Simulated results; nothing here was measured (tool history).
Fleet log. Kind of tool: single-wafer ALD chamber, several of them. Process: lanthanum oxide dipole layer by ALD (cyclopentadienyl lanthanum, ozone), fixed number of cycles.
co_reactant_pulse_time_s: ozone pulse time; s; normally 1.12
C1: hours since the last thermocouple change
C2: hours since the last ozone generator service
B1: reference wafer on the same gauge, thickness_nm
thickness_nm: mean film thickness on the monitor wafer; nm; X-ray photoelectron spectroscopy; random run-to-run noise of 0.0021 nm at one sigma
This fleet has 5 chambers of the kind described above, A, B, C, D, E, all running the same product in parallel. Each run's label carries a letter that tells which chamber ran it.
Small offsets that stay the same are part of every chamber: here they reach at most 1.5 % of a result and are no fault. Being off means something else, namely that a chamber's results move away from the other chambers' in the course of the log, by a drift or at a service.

{"run": "1A", "hour": 4.2, "co_reactant_pulse_time_s": 1.12, "C1": 1332.2, "C2": 1022.7, "B1": 0.59032, "thickness_nm": 0.52155}
{"run": "2B", "hour": 8.4, "co_reactant_pulse_time_s": 1.12, "C1": 134.8, "C2": 464.2, "B1": 0.59017, "thickness_nm": 0.51184}
{"run": "3D", "hour": 10.6, "co_reactant_pulse_time_s": 1.12, "C1": 569.0, "C2": 338.6, "B1": 0.59001, "thickness_nm": 0.51684}
{"run": "4C", "hour": 15.3, "co_reactant_pulse_time_s": 1.12, "C1": 874.2, "C2": 1013.3, "B1": 0.59018, "thickness_nm": 0.52501}
{"run": "5E", "hour": 19.0, "co_reactant_pulse_time_s": 1.12, "C1": 2100.5, "C2": 1275.4, "B1": 0.59015, "thickness_nm": 0.51355}
{"run": "6E", "hour": 21.7, "co_reactant_pulse_time_s": 1.12, "C1": 2103.2, "C2": 1278.1, "B1": 0.58999, "thickness_nm": 0.51379}
{"run": "7B", "hour": 24.8, "co_reactant_pulse_time_s": 1.12, "C1": 151.2, "C2": 480.6, "B1": 0.5903, "thickness_nm": 0.51447}
{"hour": 26.9, "done": "chamber A: thermocouple changed; heater temperature recalibrated"}
{"run": "8C", "hour": 27.9, "co_reactant_pulse_time_s": 1.12, "C1": 886.8, "C2": 1025.9, "B1": 0.58986, "thickness_nm": 0.52216}
{"run": "9A", "hour": 31.8, "co_reactant_pulse_time_s": 1.12, "C1": 5.0, "C2": 1050.3, "B1": 0.58951, "thickness_nm": 0.52308}
{"hour": 32.2, "done": "chamber C: ozone generator serviced"}
{"run": "10D", "hour": 35.8, "co_reactant_pulse_time_s": 1.12, "C1": 594.2, "C2": 363.8, "B1": 0.58949, "thickness_nm": 0.51887}
{"run": "11B", "hour": 38.0, "co_reactant_pulse_time_s": 1.12, "C1": 164.4, "C2": 493.8, "B1": 0.58935, "thickness_nm": 0.51388}
{"run": "12C", "hour": 41.6, "co_reactant_pulse_time_s": 1.12, "C1": 900.5, "C2": 9.5, "B1": 0.59014, "thickness_nm": 0.52202}
{"run": "13D", "hour": 46.1, "co_reactant_pulse_time_s": 1.12, "C1": 604.5, "C2": 374.1, "B1": 0.58995, "thickness_nm": 0.51807}
{"run": "14A", "hour": 49.4, "co_reactant_pulse_time_s": 0.81, "C1": 22.6, "C2": 1067.9, "B1": 0.58946, "thickness_nm": 0.467}
{"run": "15E", "hour": 52.9, "co_reactant_pulse_time_s": 0.81, "C1": 2134.4, "C2": 1309.3, "B1": 0.59056, "thickness_nm": 0.46061}
{"run": "16E", "hour": 55.3, "co_reactant_pulse_time_s": 0.81, "C1": 2136.8, "C2": 1311.7, "B1": 0.59022, "thickness_nm": 0.45662}
{"run": "17C", "hour": 57.9, "co_reactant_pulse_time_s": 0.81, "C1": 916.8, "C2": 25.8, "B1": 0.58981, "thickness_nm": 0.46892}
{"run": "18A", "hour": 61.4, "co_reactant_pulse_time_s": 0.81, "C1": 34.6, "C2": 1079.9, "B1": 0.59006, "thickness_nm": 0.46789}
{"run": "19D", "hour": 66.3, "co_reactant_pulse_time_s": 1.12, "C1": 624.7, "C2": 394.3, "B1": 0.58984, "thickness_nm": 0.51937}
{"run": "20B", "hour": 68.7, "co_reactant_pulse_time_s": 1.12, "C1": 195.1, "C2": 524.5, "B1": 0.58992, "thickness_nm": 0.51134}
{"run": "21A", "hour": 71.8, "co_reactant_pulse_time_s": 1.12, "C1": 45.0, "C2": 1090.3, "B1": 0.59023, "thickness_nm": 0.52247}
{"run": "22B", "hour": 75.1, "co_reactant_pulse_time_s": 1.12, "C1": 201.5, "C2": 530.9, "B1": 0.58993, "thickness_nm": 0.51239}
{"run": "23E", "hour": 79.1, "co_reactant_pulse_time_s": 1.12, "C1": 2160.6, "C2": 1335.5, "B1": 0.58996, "thickness_nm": 0.51148}
{"run": "24D", "hour": 82.0, "co_reactant_pulse_time_s": 1.12, "C1": 640.4, "C2": 410.0, "B1": 0.59042, "thickness_nm": 0.5202}
{"run": "25C", "hour": 84.2, "co_reactant_pulse_time_s": 1.12, "C1": 943.1, "C2": 52.1, "B1": 0.59036, "thickness_nm": 0.52572}
{"run": "26A", "hour": 87.7, "co_reactant_pulse_time_s": 1.12, "C1": 60.9, "C2": 1106.2, "B1": 0.59001, "thickness_nm": 0.51989}
{"run": "27E", "hour": 92.4, "co_reactant_pulse_time_s": 1.12, "C1": 2173.9, "C2": 1348.8, "B1": 0.59026, "thickness_nm": 0.50953}
{"run": "28B", "hour": 94.8, "co_reactant_pulse_time_s": 1.12, "C1": 221.2, "C2": 550.6, "B1": 0.58976, "thickness_nm": 0.51385}
{"run": "29C", "hour": 98.7, "co_reactant_pulse_time_s": 1.12, "C1": 957.6, "C2": 66.6, "B1": 0.5904, "thickness_nm": 0.52415}
{"run": "30D", "hour": 101.4, "co_reactant_pulse_time_s": 1.26, "C1": 659.8, "C2": 429.4, "B1": 0.58976, "thickness_nm": 0.53589}
{"run": "31B", "hour": 105.1, "co_reactant_pulse_time_s": 1.26, "C1": 231.5, "C2": 560.9, "B1": 0.59006, "thickness_nm": 0.52649}
{"run": "32A", "hour": 108.9, "co_reactant_pulse_time_s": 1.26, "C1": 82.1, "C2": 1127.4, "B1": 0.59011, "thickness_nm": 0.53726}
{"run": "33D", "hour": 111.7, "co_reactant_pulse_time_s": 1.26, "C1": 670.1, "C2": 439.7, "B1": 0.59033, "thickness_nm": 0.535}
{"run": "34C", "hour": 115.0, "co_reactant_pulse_time_s": 1.26, "C1": 973.9, "C2": 82.9, "B1": 0.59012, "thickness_nm": 0.53822}
{"run": "35E", "hour": 118.2, "co_reactant_pulse_time_s": 0.78, "C1": 2199.7, "C2": 1374.6, "B1": 0.59008, "thickness_nm": 0.45616}

Decide between three cases: one chamber stands off from its peers, the gauge reading all wafers drifts, or nothing is wrong past each chamber's small offset. Where a chamber is off, say which and what most likely put it there.

The fleet is healthy, with each chamber sitting at its usual small offset and no drift in the gauge.
